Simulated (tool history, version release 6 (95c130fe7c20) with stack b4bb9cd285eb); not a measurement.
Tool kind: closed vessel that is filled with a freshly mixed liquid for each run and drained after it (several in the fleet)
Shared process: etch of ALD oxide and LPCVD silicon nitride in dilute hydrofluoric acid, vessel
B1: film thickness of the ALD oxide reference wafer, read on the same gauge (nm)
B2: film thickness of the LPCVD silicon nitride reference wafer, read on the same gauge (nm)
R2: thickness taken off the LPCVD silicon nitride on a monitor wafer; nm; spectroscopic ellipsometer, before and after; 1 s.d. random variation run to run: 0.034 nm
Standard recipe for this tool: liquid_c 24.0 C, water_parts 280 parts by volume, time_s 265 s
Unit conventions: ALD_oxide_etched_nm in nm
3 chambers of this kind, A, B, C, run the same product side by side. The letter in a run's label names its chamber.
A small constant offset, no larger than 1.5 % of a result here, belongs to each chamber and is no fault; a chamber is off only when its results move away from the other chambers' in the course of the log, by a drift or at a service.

{"run": "1C", "hour": 9.8, "liquid_c": 24.0, "water_parts": 280, "time_s": 265, "B1": 70.009, "B2": 69.998, "ALD_oxide_etched_nm": 12.076, "R2": 0.45264}
{"run": "2A", "hour": 22.6, "liquid_c": 24.0, "water_parts": 280, "time_s": 265, "B1": 70.016, "B2": 70.001, "ALD_oxide_etched_nm": 11.92, "R2": 0.46141}
{"run": "3B", "hour": 31.0, "liquid_c": 24.0, "water_parts": 280, "time_s": 265, "B1": 69.994, "B2": 69.993, "ALD_oxide_etched_nm": 11.889, "R2": 0.52934}
{"run": "4A", "hour": 43.5, "liquid_c": 24.0, "water_parts": 280, "time_s": 265, "B1": 69.997, "B2": 69.999, "ALD_oxide_etched_nm": 11.707, "R2": 0.39129}
{"run": "5B", "hour": 55.2, "liquid_c": 24.0, "water_parts": 280, "time_s": 265, "B1": 70.003, "B2": 69.992, "ALD_oxide_etched_nm": 11.898, "R2": 0.44593}
{"hour": 60.2, "done": "chamber B: hydrofluoric acid flow meter replaced"}
{"run": "6C", "hour": 67.4, "liquid_c": 24.0, "water_parts": 280, "time_s": 265, "B1": 69.981, "B2": 70.004, "ALD_oxide_etched_nm": 12.154, "R2": 0.45526}
{"run": "7C", "hour": 76.3, "liquid_c": 24.0, "water_parts": 280, "time_s": 265, "B1": 69.999, "B2": 69.983, "ALD_oxide_etched_nm": 12.122, "R2": 0.45659}
{"run": "8B", "hour": 86.0, "liquid_c": 24.0, "water_parts": 280, "time_s": 265, "B1": 70.0, "B2": 70.004, "ALD_oxide_etched_nm": 11.741, "R2": 0.42869}
{"run": "9A", "hour": 94.4, "liquid_c": 24.0, "water_parts": 280, "time_s": 265, "B1": 69.996, "B2": 70.002, "ALD_oxide_etched_nm": 11.741, "R2": 0.4265}
{"run": "10A", "hour": 101.3, "liquid_c": 24.0, "water_parts": 280, "time_s": 265, "B1": 69.994, "B2": 70.024, "ALD_oxide_etched_nm": 11.769, "R2": 0.45677}
{"run": "11C", "hour": 113.1, "liquid_c": 24.0, "water_parts": 280, "time_s": 265, "B1": 70.003, "B2": 69.976, "ALD_oxide_etched_nm": 12.092, "R2": 0.477}
{"run": "12B", "hour": 125.9, "liquid_c": 24.0, "water_parts": 280, "time_s": 265, "B1": 69.994, "B2": 69.983, "ALD_oxide_etched_nm": 11.841, "R2": 0.44702}
{"run": "13B", "hour": 140.1, "liquid_c": 24.0, "water_parts": 280, "time_s": 265, "B1": 69.999, "B2": 69.974, "ALD_oxide_etched_nm": 11.816, "R2": 0.44156}
{"run": "14C", "hour": 154.2, "liquid_c": 24.0, "water_parts": 280, "time_s": 265, "B1": 69.989, "B2": 70.006, "ALD_oxide_etched_nm": 11.922, "R2": 0.45644}
{"run": "15A", "hour": 164.8, "liquid_c": 24.0, "water_parts": 280, "time_s": 265, "B1": 69.999, "B2": 69.992, "ALD_oxide_etched_nm": 11.966, "R2": 0.46141}
{"run": "16C", "hour": 173.1, "liquid_c": 24.0, "water_parts": 280, "time_s": 265, "B1": 69.988, "B2": 70.051, "ALD_oxide_etched_nm": 12.067, "R2": 0.45317}
{"run": "17A", "hour": 181.2, "liquid_c": 24.0, "water_parts": 280, "time_s": 265, "B1": 69.981, "B2": 69.979, "ALD_oxide_etched_nm": 12.181, "R2": 0.48367}
{"run": "18B", "hour": 190.6, "liquid_c": 24.0, "water_parts": 280, "time_s": 265, "B1": 70.001, "B2": 70.006, "ALD_oxide_etched_nm": 11.729, "R2": 0.41062}
{"run": "19B", "hour": 197.1, "liquid_c": 24.0, "water_parts": 280, "time_s": 265, "B1": 69.994, "B2": 69.998, "ALD_oxide_etched_nm": 11.781, "R2": 0.4953}
{"run": "20C", "hour": 204.9, "liquid_c": 24.0, "water_parts": 280, "time_s": 265, "B1": 69.994, "B2": 69.973, "ALD_oxide_etched_nm": 11.816, "R2": 0.43573}
{"hour": 215.8, "done": "chamber B: thermometer replaced"}
{"run": "21A", "hour": 216.5, "liquid_c": 24.0, "water_parts": 280, "time_s": 265, "B1": 69.983, "B2": 69.98, "ALD_oxide_etched_nm": 12.445, "R2": 0.45884}
{"run": "22C", "hour": 226.9, "liquid_c": 24.0, "water_parts": 280, "time_s": 265, "B1": 70.007, "B2": 69.997, "ALD_oxide_etched_nm": 12.067, "R2": 0.43754}
{"run": "23B", "hour": 240.4, "liquid_c": 24.0, "water_parts": 280, "time_s": 265, "B1": 70.017, "B2": 69.996, "ALD_oxide_etched_nm": 11.79, "R2": 0.47516}
{"run": "24A", "hour": 251.8, "liquid_c": 24.0, "water_parts": 280, "time_s": 265, "B1": 70.01, "B2": 69.984, "ALD_oxide_etched_nm": 12.294, "R2": 0.43439}
{"run": "25C", "hour": 264.7, "liquid_c": 24.0, "water_parts": 280, "time_s": 265, "B1": 70.004, "B2": 70.021, "ALD_oxide_etched_nm": 11.959, "R2": 0.48544}
{"run": "26A", "hour": 272.5, "liquid_c": 24.0, "water_parts": 280, "time_s": 265, "B1": 70.012, "B2": 70.011, "ALD_oxide_etched_nm": 12.239, "R2": 0.47752}
{"run": "27B", "hour": 284.1, "liquid_c": 24.0, "water_parts": 280, "time_s": 265, "B1": 69.993, "B2": 69.97, "ALD_oxide_etched_nm": 11.853, "R2": 0.4646}
{"run": "28B", "hour": 292.4, "liquid_c": 24.0, "water_parts": 280, "time_s": 265, "B1": 70.0, "B2": 69.999, "ALD_oxide_etched_nm": 11.857, "R2": 0.39805}
{"run": "29A", "hour": 305.1, "liquid_c": 24.0, "water_parts": 280, "time_s": 265, "B1": 69.992, "B2": 69.992, "ALD_oxide_etched_nm": 12.515, "R2": 0.54745}
{"run": "30C", "hour": 318.3, "liquid_c": 20.0, "water_parts": 335, "time_s": 265, "B1": 70.013, "B2": 70.011, "ALD_oxide_etched_nm": 8.2609, "R2": 0.29313}
{"run": "31C", "hour": 328.9, "liquid_c": 20.0, "water_parts": 335, "time_s": 265, "B1": 69.996, "B2": 69.962, "ALD_oxide_etched_nm": 8.3021, "R2": 0.29431}
{"run": "32A", "hour": 337.8, "liquid_c": 20.0, "water_parts": 335, "time_s": 265, "B1": 70.016, "B2": 69.982, "ALD_oxide_etched_nm": 8.7922, "R2": 0.33594}
{"run": "33B", "hour": 345.0, "liquid_c": 24.0, "water_parts": 280, "time_s": 265, "B1": 70.007, "B2": 70.042, "ALD_oxide_etched_nm": 11.718, "R2": 0.44204}
{"run": "34A", "hour": 359.3, "liquid_c": 20.0, "water_parts": 195, "time_s": 265, "B1": 70.001, "B2": 70.015, "ALD_oxide_etched_nm": 17.059, "R2": 0.52037}
{"run": "35B", "hour": 370.2, "liquid_c": 20.0, "water_parts": 195, "time_s": 265, "B1": 70.008, "B2": 69.969, "ALD_oxide_etched_nm": 15.973, "R2": 0.53805}
{"run": "36C", "hour": 377.8, "liquid_c": 20.0, "water_parts": 195, "time_s": 265, "B1": 69.999, "B2": 70.047, "ALD_oxide_etched_nm": 16.198, "R2": 0.50068}
{"run": "37B", "hour": 389.4, "liquid_c": 24.0, "water_parts": 280, "time_s": 115, "B1": 70.013, "B2": 69.991, "ALD_oxide_etched_nm": 5.1401, "R2": 0.17437}
{"run": "38C", "hour": 396.0, "liquid_c": 24.0, "water_parts": 280, "time_s": 115, "B1": 70.007, "B2": 70.011, "ALD_oxide_etched_nm": 5.1323, "R2": 0.1858}
{"run": "39A", "hour": 409.1, "liquid_c": 24.0, "water_parts": 280, "time_s": 115, "B1": 69.994, "B2": 70.021, "ALD_oxide_etched_nm": 5.5777, "R2": 0.21134}
{"run": "40C", "hour": 422.1, "liquid_c": 24.0, "water_parts": 280, "time_s": 265, "B1": 70.008, "B2": 69.958, "ALD_oxide_etched_nm": 12.008, "R2": 0.45639}
{"run": "41A", "hour": 435.7, "liquid_c": 24.0, "water_parts": 280, "time_s": 265, "B1": 70.0, "B2": 69.996, "ALD_oxide_etched_nm": 12.934, "R2": 0.55277}
{"run": "42B", "hour": 443.7, "liquid_c": 24.0, "water_parts": 280, "time_s": 265, "B1": 70.003, "B2": 70.018, "ALD_oxide_etched_nm": 11.625, "R2": 0.43933}

Read the log: is a single chamber off, either drifting away or since a service, is the gauge that measures every chamber drifting, or is nothing wrong beyond small per-chamber offsets? Name any odd chamber and what most likely caused it.

One chamber, A, drifts off from the rest bit by bit.
Likeliest cause: hydrofluoric acid flow above the setpoint (%) = 8.02.

Chamber A could run next with any of the 4 candidate recipes listed below; each alters the usual settings, and their results appear as question marks. Which one brings its results back in line with what the other chambers deliver on the usual settings?
To be in line, a result may differ from the other chambers' mean on the usual settings by at most: ALD_oxide_etched_nm 0.3900 nm; R2 0.12000 nm
{"run": "43A-1", "hour": 454.2, "liquid_c": 24.0, "water_parts": 260, "time_s": 280, "ALD_oxide_etched_nm": "?", "R2": "?"}
{"run": "43A-2", "hour": 454.2, "liquid_c": 24.0, "water_parts": 295, "time_s": 255, "ALD_oxide_etched_nm": "?", "R2": "?"}
{"run": "43A-3", "hour": 454.2, "liquid_c": 24.0, "water_parts": 265, "time_s": 275, "ALD_oxide_etched_nm": "?", "R2": "?"}
{"run": "43A-4", "hour": 454.2, "liquid_c": 24.0, "water_parts": 300, "time_s": 250, "ALD_oxide_etched_nm": "?", "R2": "?"}

The other chambers' mean on the usual settings: ALD_oxide_etched_nm 11.8740 nm; R2 0.45139 nm
run=43A-1 ALD_oxide_etched_nm=15.1480 R2=0.57624
run=43A-2 ALD_oxide_etched_nm=11.7570 R2=0.46278
run=43A-3 ALD_oxide_etched_nm=14.5260 R2=0.55531
run=43A-4 ALD_oxide_etched_nm=11.2810 R2=0.44618
43A-2 brings the chamber back in line.
